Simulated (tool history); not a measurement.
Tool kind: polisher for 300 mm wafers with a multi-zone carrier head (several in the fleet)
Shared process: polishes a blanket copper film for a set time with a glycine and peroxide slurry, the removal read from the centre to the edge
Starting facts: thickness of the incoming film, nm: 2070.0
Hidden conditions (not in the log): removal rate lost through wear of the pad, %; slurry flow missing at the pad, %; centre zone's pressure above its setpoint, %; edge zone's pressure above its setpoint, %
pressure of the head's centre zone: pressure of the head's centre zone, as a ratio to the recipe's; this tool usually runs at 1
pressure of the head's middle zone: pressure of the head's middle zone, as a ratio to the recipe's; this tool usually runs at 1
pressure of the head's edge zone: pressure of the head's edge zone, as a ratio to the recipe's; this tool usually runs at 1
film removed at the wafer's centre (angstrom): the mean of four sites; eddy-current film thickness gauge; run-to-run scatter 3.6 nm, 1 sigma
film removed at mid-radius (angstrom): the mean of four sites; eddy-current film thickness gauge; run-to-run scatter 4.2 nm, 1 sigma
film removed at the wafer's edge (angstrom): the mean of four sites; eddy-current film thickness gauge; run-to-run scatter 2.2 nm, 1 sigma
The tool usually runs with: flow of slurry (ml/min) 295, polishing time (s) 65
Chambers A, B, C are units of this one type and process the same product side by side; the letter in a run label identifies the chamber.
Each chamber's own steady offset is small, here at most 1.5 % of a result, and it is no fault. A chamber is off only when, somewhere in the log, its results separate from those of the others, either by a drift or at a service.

run,hour,flow of slurry (ml/min),pressure of the head's centre zone,pressure of the head's middle zone,pressure of the head's edge zone,polishing time (s),wafers polished on this pad,hours since the slurry nozzle was cleaned,hours since the centre zone pressure was calibrated,hours since the edge zone pressure was calibrated,film removed at the wafer's centre (angstrom),film removed at mid-radius (angstrom),film removed at the wafer's edge (angstrom)
1C,5.4,295,1,1,1,65,713,265.7,835.8,1098.5,2950.3,2861.7,2939.4
# hour 10.8: chamber C: worn pad replaced by a new one
2B,13,295,1,1,1,65,433,62.4,1103.6,1017.6,2887.5,2918.2,2990.6
3A,18.2,295,1,1,1,65,1060,76.2,289,401,3040.6,3020.9,2965
4B,23.5,295,1,1,1,65,510,72.9,1114.1,1028.1,2924.9,3037.7,2981.2
5C,29.9,295,1,1,1,65,141,290.2,860.3,1123,2975.6,2907.6,2906.4
# hour 39.7: chamber A: worn pad replaced by a new one
6A,40.1,295,1,1,1,65,3,98.1,310.9,422.9,3016.8,2959.9,2988.7
# hour 40.8: chamber B: edge zone pressure recalibrated
# hour 44.3: chamber A: edge zone pressure recalibrated
7A,48.8,295,1,1,1,65,67,106.8,319.6,4.5,2972.6,2969.7,2983.5
8C,53.3,295,1,1,1,65,315,313.6,883.7,1146.4,2952.2,2952.6,2927.8
9B,59.4,205,0.9,1,1,65,776,108.8,1150,18.7,2515.2,2805.1,2836.9
10A,64,205,0.9,1,1,65,180,122,334.8,19.7,2524.4,2898.2,2897.8
11B,69,205,0.9,1,1,65,848,118.4,1159.6,28.3,2426.3,2808.4,2920
12C,76.1,295,1,1,1,65,484,336.4,906.5,1169.2,2943.7,2932.4,2936.7
13B,83.8,200,1,1,1,76,957,133.2,1174.4,43.1,3340.8,3292.6,3336.1
14C,88.9,200,1,1,1,76,578,349.2,919.3,1182,3249.4,3201.6,3285.9
# hour 91.2: chamber C: centre zone pressure recalibrated
15A,95.9,200,1,1,1,76,416,153.9,366.7,51.6,3273.9,3285.4,3383.5
# hour 100.7: chamber C: worn pad replaced by a new one
16A,105,295,1,1,1,65,484,163,375.8,60.7,2896.4,2940.9,3001.5
17C,115.3,295,1,1,1,65,108,375.6,24.2,1208.4,2934.3,2883.5,2962
18B,123.8,295,1,1,1,65,1254,173.2,1214.4,83.1,2847.9,2920.4,2882.7
19B,132.4,295,1,1,1,65,1317,181.8,1223,91.7,2781.8,2928,2898.9
20A,141.3,295,1,1,1,65,753,199.3,412.1,97,2968.6,2911.8,2969.2
21C,149.7,295,1,1,1,65,363,410,58.6,1242.8,2893.9,2917.8,2952.9
22B,159.5,295,1,1,1,65,1518,208.9,1250.1,118.8,2854.3,2765,2851.8
23C,169.4,295,1,1,1,65,509,429.7,78.3,1262.5,2964.2,2986.2,2959.2
24A,178.5,235,1,1,1,65,1028,236.5,449.3,134.2,2818.9,2933.5,2918
25A,186.7,235,1,1,1,65,1089,244.7,457.5,142.4,2877.3,2968.9,2934.5
26C,192.6,235,1,1,1,65,681,452.9,101.5,1285.7,2879.4,2767.8,2834.1
27B,200.2,295,1,1,1,65,1819,249.6,1290.8,159.5,2762.3,2760,2777.4
28B,206.3,295,1,1,1,65,1865,255.7,1296.9,165.6,2773.7,2748.3,2792.1
29C,212.3,295,1,1.07,0.96,65,827,472.6,121.2,1305.4,2917.9,3107.5,2864.9
30A,219.8,295,1,1.07,0.96,65,1334,277.8,490.6,175.5,2979.6,3154.8,2873.3
31A,229.5,295,1,1.07,0.96,65,1406,287.5,500.3,185.2,2968.8,3167.9,2886.6

Read the log: is a single chamber off, either drifting away or since a service, is the gauge that measures every chamber drifting, or is nothing wrong beyond small per-chamber offsets? Name any odd chamber and what most likely caused it.

Little by little, chamber B moves away from the other chambers.
Cause: removal rate lost through wear of the pad, % = 7.74.

Which of the 4 candidates below, each the usual settings with something changed and its results left as question marks, puts chamber B back in line with what the other chambers give on the usual settings?
In line here means within this much of the mean the other chambers give on the usual settings: film removed at the wafer's centre (angstrom) 120; film removed at mid-radius (angstrom) 150; film removed at the wafer's edge (angstrom) 76
32B-1,236.9,295,1.01,1,1,70,,,,,?,?,?
32B-2,236.9,290,0.99,1.01,0.99,55,,,,,?,?,?
32B-3,236.9,295,0.99,1,1,60,,,,,?,?,?
32B-4,236.9,300,1.02,1,1,76,,,,,?,?,?

On the usual settings, the other chambers give on average: film removed at the wafer's centre (angstrom) 2939.4; film removed at mid-radius (angstrom) 2934.2; film removed at the wafer's edge (angstrom) 2951.7
run,film removed at the wafer's centre (angstrom),film removed at mid-radius (angstrom),film removed at the wafer's edge (angstrom)
32B-1,2972.7,2953.9,2930.2
32B-2,2280.1,2338.7,2286.6
32B-3,2492.1,2532.2,2511.6
32B-4,3269.2,3212.4,3185.5
32B-1 brings the chamber back in line.

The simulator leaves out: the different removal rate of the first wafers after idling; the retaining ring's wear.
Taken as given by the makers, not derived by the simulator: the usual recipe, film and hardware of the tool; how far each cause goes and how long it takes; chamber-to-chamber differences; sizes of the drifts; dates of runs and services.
